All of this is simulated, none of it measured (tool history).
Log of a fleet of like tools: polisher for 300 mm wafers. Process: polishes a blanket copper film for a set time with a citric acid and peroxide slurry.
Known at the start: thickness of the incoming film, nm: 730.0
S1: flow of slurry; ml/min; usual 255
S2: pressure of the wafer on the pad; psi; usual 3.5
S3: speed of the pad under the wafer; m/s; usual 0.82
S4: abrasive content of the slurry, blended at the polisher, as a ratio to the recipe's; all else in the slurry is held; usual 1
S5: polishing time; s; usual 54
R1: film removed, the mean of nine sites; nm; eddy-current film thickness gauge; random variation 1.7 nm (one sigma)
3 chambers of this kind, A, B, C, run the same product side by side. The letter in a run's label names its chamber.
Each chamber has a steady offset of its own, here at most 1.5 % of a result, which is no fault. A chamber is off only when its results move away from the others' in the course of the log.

run	hour	S1	S2	S3	S4	S5	R1
# hour 2.6: chamber C: head pressure recalibrated
1B	7.5	255	3.5	0.82	1	54	121.11
2A	14.2	255	3.5	0.82	1	54	116.98
3C	26.2	255	3.5	0.82	1	54	118.4
# hour 33.2: chamber A: worn pad replaced by a new one
4B	38.5	255	3.5	0.82	1	54	118.15
5C	46.9	255	3.5	0.82	1	54	114.67
6A	53.7	255	3.5	0.82	1	54	115.97
7B	61.6	255	3.5	0.82	1	54	114.48
8C	72.1	255	3.5	0.82	1	44	94.701
# hour 74.6: chamber C: worn pad replaced by a new one
9A	78.3	255	3.5	0.82	1	44	96.361
10A	88.1	255	3.5	0.82	1	44	97.805
# hour 88.3: chamber B: worn pad replaced by a new one
11C	96.9	255	3.5	0.82	1	54	120.49
12B	105.2	255	3.5	0.82	1	54	118.14
# hour 116.5: chamber A: slurry nozzle cleaned
13C	116.7	255	3.5	0.82	1	54	115.82
# hour 125.4: chamber A: worn pad replaced by a new one
14B	127.4	255	3.5	0.82	1	54	119.51
15A	139	255	3.5	0.82	1.15	54	118.99
# hour 146.2: chamber B: slurry blender recalibrated
16A	147.9	255	3.5	0.82	1.15	54	118.64
17C	154.1	255	3.5	0.82	1.15	54	122.44
# hour 156.1: chamber B: slurry nozzle cleaned
# hour 162.7: chamber C: worn pad replaced by a new one
18B	163.4	255	3.5	0.82	1	54	118.81
19C	174.1	215	3.5	0.82	1	54	113.92
20B	185.8	215	3.5	0.82	1	54	117.38
21A	194.3	215	3.5	0.82	1	54	111.79
22B	207.4	255	3	0.82	1	54	103.75
# hour 214.4: chamber C: slurry nozzle cleaned
23C	218.3	255	3	0.82	1	54	100.9
# hour 223: chamber A: worn pad replaced by a new one
24A	226.6	255	3	0.82	1	54	99.711
25C	232.3	255	3.5	0.82	1	38	82.454
26A	243	255	3.5	0.82	1	38	80.635
# hour 247.7: chamber C: slurry blender recalibrated
27B	251	255	3.5	0.82	1	38	82.702
# hour 251.8: chamber C: worn pad replaced by a new one
# hour 260: chamber B: worn pad replaced by a new one
28A	262	255	3.5	0.82	1	54	118.32
29C	272.3	255	3.5	0.82	1	54	116.9
30B	281.9	255	3.5	0.82	1	54	118.58

All 3 chambers run these settings next. Forecast each chamber's results:
31A	291.2	255	3.5	0.82	1	54	?
31B	291.2	255	3.5	0.82	1	54	?
31C	291.2	255	3.5	0.82	1	54	?

run	R1
31A	117.02
31B	119.39
31C	116.17

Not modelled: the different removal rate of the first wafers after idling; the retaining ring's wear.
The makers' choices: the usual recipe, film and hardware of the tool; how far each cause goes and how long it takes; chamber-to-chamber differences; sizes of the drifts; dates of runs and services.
